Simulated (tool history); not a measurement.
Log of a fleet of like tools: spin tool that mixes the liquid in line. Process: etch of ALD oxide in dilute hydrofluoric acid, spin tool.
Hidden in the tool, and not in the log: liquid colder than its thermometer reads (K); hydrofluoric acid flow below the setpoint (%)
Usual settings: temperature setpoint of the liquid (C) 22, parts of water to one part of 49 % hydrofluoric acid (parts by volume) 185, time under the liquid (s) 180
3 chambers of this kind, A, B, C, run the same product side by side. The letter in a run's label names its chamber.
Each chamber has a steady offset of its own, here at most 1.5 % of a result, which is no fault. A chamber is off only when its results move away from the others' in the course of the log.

run   hour  temperature setpoint of the liquid (C)  parts of water to one part of 49 % hydrofluoric acid (parts by volume)  time under the liquid (s)  hours since the thermometer was replaced  hours since the hydrofluoric acid flow meter was replaced  read-back film thickness of the ALD oxide reference wafer, read on the same gauge (nm)  thickness taken off the ALD oxide on a monitor wafer (nm)
 1A    6.0                                      22                                                                     185                        180                                     945.5                                                     1941.9                                                                                  130.01                                                    25.7430
 2B   11.1                                      22                                                                     185                        180                                     159.0                                                      570.9                                                                                  129.99                                                    26.2640
 3C   16.0                                      22                                                                     185                        180                                     516.8                                                      746.5                                                                                  129.99                                                    26.2430
 4C   21.3                                      22                                                                     185                        180                                     522.1                                                      751.8                                                                                  129.99                                                    26.3290
 5A   28.8                                      22                                                                     185                        180                                     968.3                                                     1964.7                                                                                  129.98                                                    25.8570
 6B   38.6                                      22                                                                     185                        180                                     186.5                                                      598.4                                                                                  130.00                                                    26.0540
 7B   47.5                                      22                                                                     185                        180                                     195.4                                                      607.3                                                                                  129.99                                                    26.3420
 8C   53.6                                      22                                                                     185                        180                                     554.4                                                      784.1                                                                                  130.00                                                    26.6860
 9A   64.2                                      22                                                                     185                        180                                    1003.7                                                     2000.1                                                                                  129.99                                                    25.8240
10C   69.9                                      22                                                                     240                         75                                     570.7                                                      800.4                                                                                  130.02                                                     7.9039
11B   75.2                                      22                                                                     240                         75                                     223.1                                                      635.0                                                                                  130.02                                                     7.9826
12A   84.9                                      22                                                                     240                         75                                    1024.4                                                     2020.8                                                                                  130.01                                                     7.9254
13C   94.8                                      22                                                                     185                         80                                     595.6                                                      825.3                                                                                  129.98                                                    11.3450
14A  100.4                                      22                                                                     185                         80                                    1039.9                                                     2036.3                                                                                  130.00                                                    11.5540
15B  106.6                                      22                                                                     185                         80                                     254.5                                                      666.4                                                                                  130.01                                                    11.6540
16A  112.6                                      22                                                                     185                        180                                    1052.1                                                     2048.5                                                                                  130.05                                                    25.8930
17B  121.2                                      22                                                                     185                        180                                     269.1                                                      681.0                                                                                  130.01                                                    26.3570
18C  126.1                                      22                                                                     235                        180                                     626.9                                                      856.6                                                                                  129.97                                                    18.8940
19B  133.1                                      22                                                                     235                        180                                     281.0                                                      692.9                                                                                  130.04                                                    19.5650
20C  142.6                                      22                                                                     235                        180                                     643.4                                                      873.1                                                                                  129.98                                                    18.6310
21A  150.1                                      22                                                                     185                        180                                    1089.6                                                     2086.0                                                                                  130.01                                                    25.9950
22B  155.0                                      22                                                                     185                        180                                     302.9                                                      714.8                                                                                  130.01                                                    26.2090

What goes on in this fleet: one chamber off, a drifting gauge, or nothing beyond the chambers' own small offsets? Name the chamber and the cause, if any.

Chamber C drifts away from the others.
Cause: hydrofluoric acid flow below the setpoint (%) = 5.77.
The log may not tell that from: liquid colder than its thermometer reads (K).

Here are 4 candidates for chamber C's next run, each the usual settings with a change, their results left as question marks. Which one brings its results back in line with what the others give on the usual settings?
In line means no further than this from the other chambers' mean on the usual settings: thickness taken off the ALD oxide on a monitor wafer (nm) 0.5200
23C-1  162.9                                      22                                                                     185                        175                                                                                                                                                                                                                                                       ?
23C-2  162.9                                      22                                                                     180                        185                                                                                                                                                                                                                                                       ?
23C-3  162.9                                      22                                                                     185                        185                                                                                                                                                                                                                                                       ?
23C-4  162.9                                      22                                                                     185                        170                                                                                                                                                                                                                                                       ?

The other chambers' mean on the usual settings: thickness taken off the ALD oxide on a monitor wafer (nm) 26.0660
  run  thickness taken off the ALD oxide on a monitor wafer (nm)
23C-1                                                    23.8830
23C-2                                                    26.0800
23C-3                                                    25.2480
23C-4                                                    23.2010
23C-2 brings the chamber back in line.

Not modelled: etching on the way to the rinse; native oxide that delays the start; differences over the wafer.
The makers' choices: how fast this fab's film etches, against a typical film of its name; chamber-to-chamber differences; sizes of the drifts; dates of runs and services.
